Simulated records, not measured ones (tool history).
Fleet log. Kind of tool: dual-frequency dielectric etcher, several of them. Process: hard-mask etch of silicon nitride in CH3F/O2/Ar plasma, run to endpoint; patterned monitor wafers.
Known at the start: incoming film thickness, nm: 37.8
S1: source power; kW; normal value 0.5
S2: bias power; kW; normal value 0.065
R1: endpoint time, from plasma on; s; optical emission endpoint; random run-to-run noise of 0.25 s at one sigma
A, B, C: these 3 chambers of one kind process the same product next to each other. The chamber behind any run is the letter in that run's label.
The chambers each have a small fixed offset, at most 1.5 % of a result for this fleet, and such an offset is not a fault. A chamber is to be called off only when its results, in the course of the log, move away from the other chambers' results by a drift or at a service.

{"hour": 7.1, "done": "chamber B: wet clean of the chamber"}
{"run": "1A", "hour": 7.8, "S1": 0.5, "S2": 0.065, "R1": 52.06}
{"run": "2B", "hour": 12.6, "S1": 0.5, "S2": 0.065, "R1": 51.458}
{"run": "3C", "hour": 20.9, "S1": 0.5, "S2": 0.065, "R1": 52.345}
{"run": "4A", "hour": 26.6, "S1": 0.5, "S2": 0.065, "R1": 51.832}
{"hour": 32.6, "done": "chamber C: bias power generator calibrated"}
{"run": "5C", "hour": 33.3, "S1": 0.5, "S2": 0.065, "R1": 52.693}
{"run": "6B", "hour": 38.2, "S1": 0.5, "S2": 0.065, "R1": 51.243}
{"run": "7C", "hour": 42.7, "S1": 0.5, "S2": 0.065, "R1": 52.21}
{"run": "8B", "hour": 47.7, "S1": 0.5, "S2": 0.065, "R1": 51.119}
{"run": "9A", "hour": 55.4, "S1": 0.5, "S2": 0.065, "R1": 51.918}
{"run": "10A", "hour": 60.8, "S1": 0.5, "S2": 0.065, "R1": 52.019}
{"run": "11B", "hour": 69.4, "S1": 0.5, "S2": 0.065, "R1": 51.182}
{"run": "12C", "hour": 76.1, "S1": 0.55, "S2": 0.08, "R1": 46.989}
{"run": "13B", "hour": 82.2, "S1": 0.55, "S2": 0.08, "R1": 46.199}
{"run": "14C", "hour": 88.5, "S1": 0.55, "S2": 0.08, "R1": 46.591}
{"run": "15A", "hour": 94.6, "S1": 0.5, "S2": 0.065, "R1": 51.853}
{"run": "16A", "hour": 102.2, "S1": 0.5, "S2": 0.065, "R1": 52.186}
{"run": "17B", "hour": 107.7, "S1": 0.6, "S2": 0.065, "R1": 47.703}
{"run": "18C", "hour": 115.6, "S1": 0.6, "S2": 0.065, "R1": 48.555}
{"hour": 117.8, "done": "chamber C: source power generator calibrated"}
{"run": "19C", "hour": 123.7, "S1": 0.6, "S2": 0.065, "R1": 48.589}
{"run": "20A", "hour": 127.7, "S1": 0.5, "S2": 0.065, "R1": 51.799}
{"run": "21B", "hour": 134.5, "S1": 0.5, "S2": 0.065, "R1": 51.423}
{"run": "22A", "hour": 140.6, "S1": 0.5, "S2": 0.065, "R1": 51.633}
{"run": "23C", "hour": 147.6, "S1": 0.5, "S2": 0.065, "R1": 52.242}
{"run": "24B", "hour": 152.9, "S1": 0.5, "S2": 0.065, "R1": 51.515}
{"run": "25B", "hour": 157.2, "S1": 0.5, "S2": 0.065, "R1": 51.135}
{"run": "26A", "hour": 161.9, "S1": 0.5, "S2": 0.065, "R1": 51.991}
{"run": "27C", "hour": 166.0, "S1": 0.5, "S2": 0.065, "R1": 52.028}
{"run": "28B", "hour": 172.6, "S1": 0.38, "S2": 0.058, "R1": 59.005}
{"run": "29C", "hour": 179.0, "S1": 0.38, "S2": 0.058, "R1": 60.454}
{"run": "30A", "hour": 184.4, "S1": 0.38, "S2": 0.058, "R1": 59.115}
{"run": "31B", "hour": 191.9, "S1": 0.5, "S2": 0.065, "R1": 51.206}
{"run": "32A", "hour": 198.3, "S1": 0.5, "S2": 0.065, "R1": 51.856}
{"run": "33C", "hour": 202.6, "S1": 0.5, "S2": 0.065, "R1": 52.438}
{"run": "34C", "hour": 211.1, "S1": 0.5, "S2": 0.065, "R1": 52.188}
{"run": "35B", "hour": 215.5, "S1": 0.59, "S2": 0.065, "R1": 47.867}
{"run": "36A", "hour": 220.5, "S1": 0.59, "S2": 0.065, "R1": 48.579}
{"run": "37C", "hour": 227.0, "S1": 0.59, "S2": 0.065, "R1": 49.204}
{"run": "38B", "hour": 232.8, "S1": 0.5, "S2": 0.065, "R1": 51.086}
{"run": "39A", "hour": 238.7, "S1": 0.5, "S2": 0.065, "R1": 51.487}
{"run": "40A", "hour": 247.2, "S1": 0.5, "S2": 0.065, "R1": 51.874}
{"run": "41B", "hour": 252.1, "S1": 0.5, "S2": 0.065, "R1": 51.465}
{"run": "42C", "hour": 258.2, "S1": 0.6, "S2": 0.065, "R1": 48.626}
{"run": "43A", "hour": 262.6, "S1": 0.6, "S2": 0.065, "R1": 48.228}
{"run": "44B", "hour": 270.8, "S1": 0.6, "S2": 0.065, "R1": 47.976}

Each of the 3 chambers runs these same settings next. Fill in every chamber's results:
{"run": "45A", "hour": 277.1, "S1": 0.5, "S2": 0.065, "R1": "?"}
{"run": "45B", "hour": 277.1, "S1": 0.5, "S2": 0.065, "R1": "?"}
{"run": "45C", "hour": 277.1, "S1": 0.5, "S2": 0.065, "R1": "?"}

run=45A R1=51.59
run=45B R1=51.42
run=45C R1=51.631
